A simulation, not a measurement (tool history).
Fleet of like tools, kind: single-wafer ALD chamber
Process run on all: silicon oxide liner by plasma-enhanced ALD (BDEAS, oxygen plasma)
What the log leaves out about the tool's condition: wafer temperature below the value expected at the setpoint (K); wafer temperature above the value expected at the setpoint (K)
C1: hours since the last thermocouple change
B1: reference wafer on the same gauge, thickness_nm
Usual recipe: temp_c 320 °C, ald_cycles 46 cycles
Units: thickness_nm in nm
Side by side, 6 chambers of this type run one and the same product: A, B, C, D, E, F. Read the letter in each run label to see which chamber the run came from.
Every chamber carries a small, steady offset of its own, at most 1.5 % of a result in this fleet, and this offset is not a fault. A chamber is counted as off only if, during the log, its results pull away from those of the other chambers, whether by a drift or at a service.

run 1F hour=2.9 | temp_c=320 ald_cycles=46 | C1=130.4 | B1=4.7390 | thickness_nm=4.1468
run 2C hour=8.7 | temp_c=320 ald_cycles=46 | C1=2115.0 | B1=4.7409 | thickness_nm=4.2198
run 3B hour=13.8 | temp_c=320 ald_cycles=46 | C1=15.4 | B1=4.7410 | thickness_nm=4.1631
run 4E hour=19.2 | temp_c=320 ald_cycles=46 | C1=1790.2 | B1=4.7434 | thickness_nm=4.1611
run 5D hour=22.3 | temp_c=320 ald_cycles=46 | C1=971.4 | B1=4.7452 | thickness_nm=4.1457
run 6A hour=26.5 | temp_c=320 ald_cycles=46 | C1=542.0 | B1=4.7443 | thickness_nm=4.1671
run 7F hour=30.4 | temp_c=320 ald_cycles=46 | C1=157.9 | B1=4.7456 | thickness_nm=4.1409
run 8B hour=34.7 | temp_c=320 ald_cycles=46 | C1=36.3 | B1=4.7471 | thickness_nm=4.1590
run 9D hour=37.4 | temp_c=320 ald_cycles=46 | C1=986.5 | B1=4.7447 | thickness_nm=4.1527
run 10A hour=40.8 | temp_c=320 ald_cycles=40 | C1=556.3 | B1=4.7494 | thickness_nm=3.6274
run 11E hour=45.8 | temp_c=320 ald_cycles=40 | C1=1816.8 | B1=4.7474 | thickness_nm=3.6176
run 12C hour=51.5 | temp_c=320 ald_cycles=40 | C1=2157.8 | B1=4.7492 | thickness_nm=3.6687
run 13B hour=55.0 | temp_c=320 ald_cycles=40 | C1=56.6 | B1=4.7477 | thickness_nm=3.6333
run 14C hour=57.7 | temp_c=320 ald_cycles=40 | C1=2164.0 | B1=4.7480 | thickness_nm=3.6793
run 15E hour=61.6 | temp_c=320 ald_cycles=40 | C1=1832.6 | B1=4.7496 | thickness_nm=3.6092
run 16D hour=66.3 | temp_c=320 ald_cycles=46 | C1=1015.4 | B1=4.7522 | thickness_nm=4.1653
run 17F hour=69.0 | temp_c=320 ald_cycles=46 | C1=196.5 | B1=4.7509 | thickness_nm=4.1406
run 18A hour=72.5 | temp_c=320 ald_cycles=46 | C1=588.0 | B1=4.7517 | thickness_nm=4.1774
run 19B hour=76.1 | temp_c=320 ald_cycles=46 | C1=77.7 | B1=4.7504 | thickness_nm=4.1656
run 20F hour=80.7 | temp_c=320 ald_cycles=46 | C1=208.2 | B1=4.7538 | thickness_nm=4.1396
run 21E hour=85.3 | temp_c=320 ald_cycles=46 | C1=1856.3 | B1=4.7537 | thickness_nm=4.1643
run 22A hour=90.0 | temp_c=320 ald_cycles=46 | C1=605.5 | B1=4.7553 | thickness_nm=4.1806
run 23C hour=94.7 | temp_c=320 ald_cycles=38 | C1=2201.0 | B1=4.7555 | thickness_nm=3.4836
run 24D hour=98.4 | temp_c=320 ald_cycles=38 | C1=1047.5 | B1=4.7568 | thickness_nm=3.4355
run 25F hour=104.0 | temp_c=320 ald_cycles=38 | C1=231.5 | B1=4.7586 | thickness_nm=3.4225
run 26B hour=109.5 | temp_c=320 ald_cycles=38 | C1=111.1 | B1=4.7581 | thickness_nm=3.4474
run 27C hour=112.3 | temp_c=320 ald_cycles=38 | C1=2218.6 | B1=4.7590 | thickness_nm=3.4908
run 28E hour=116.0 | temp_c=320 ald_cycles=38 | C1=1887.0 | B1=4.7590 | thickness_nm=3.4384
run 29A hour=119.0 | temp_c=320 ald_cycles=46 | C1=634.5 | B1=4.7618 | thickness_nm=4.1857
run 30D hour=124.5 | temp_c=320 ald_cycles=51 | C1=1073.6 | B1=4.7617 | thickness_nm=4.6198
run 31A hour=129.1 | temp_c=320 ald_cycles=51 | C1=644.6 | B1=4.7606 | thickness_nm=4.6339
run 32D hour=134.0 | temp_c=320 ald_cycles=51 | C1=1083.1 | B1=4.7627 | thickness_nm=4.6196
run 33C hour=139.1 | temp_c=320 ald_cycles=51 | C1=2245.4 | B1=4.7632 | thickness_nm=4.6927
run 34F hour=143.6 | temp_c=320 ald_cycles=51 | C1=271.1 | B1=4.7639 | thickness_nm=4.6191
run 35B hour=148.5 | temp_c=320 ald_cycles=51 | C1=150.1 | B1=4.7642 | thickness_nm=4.6273
run 36E hour=154.3 | temp_c=320 ald_cycles=46 | C1=1925.3 | B1=4.7644 | thickness_nm=4.1756
run 37B hour=157.8 | temp_c=320 ald_cycles=46 | C1=159.4 | B1=4.7677 | thickness_nm=4.1683
run 38F hour=162.7 | temp_c=320 ald_cycles=46 | C1=290.2 | B1=4.7692 | thickness_nm=4.1629
run 39A hour=167.1 | temp_c=320 ald_cycles=46 | C1=682.6 | B1=4.7682 | thickness_nm=4.1875
run 40C hour=172.8 | temp_c=320 ald_cycles=46 | C1=2279.1 | B1=4.7670 | thickness_nm=4.2279
run 41E hour=175.4 | temp_c=320 ald_cycles=46 | C1=1946.4 | B1=4.7688 | thickness_nm=4.1740
run 42D hour=179.3 | temp_c=320 ald_cycles=46 | C1=1128.4 | B1=4.7691 | thickness_nm=4.1776
run 43C hour=185.1 | temp_c=320 ald_cycles=46 | C1=2291.4 | B1=4.7699 | thickness_nm=4.2457

What goes on in this fleet: one chamber off, a drifting gauge, or nothing beyond the chambers' own small offsets? Name the chamber and the cause, if any.

The gauge drifts, so all chambers seem to drift together. No chamber is off.
Most likely cause: gauge reads high (%) = 0.664.
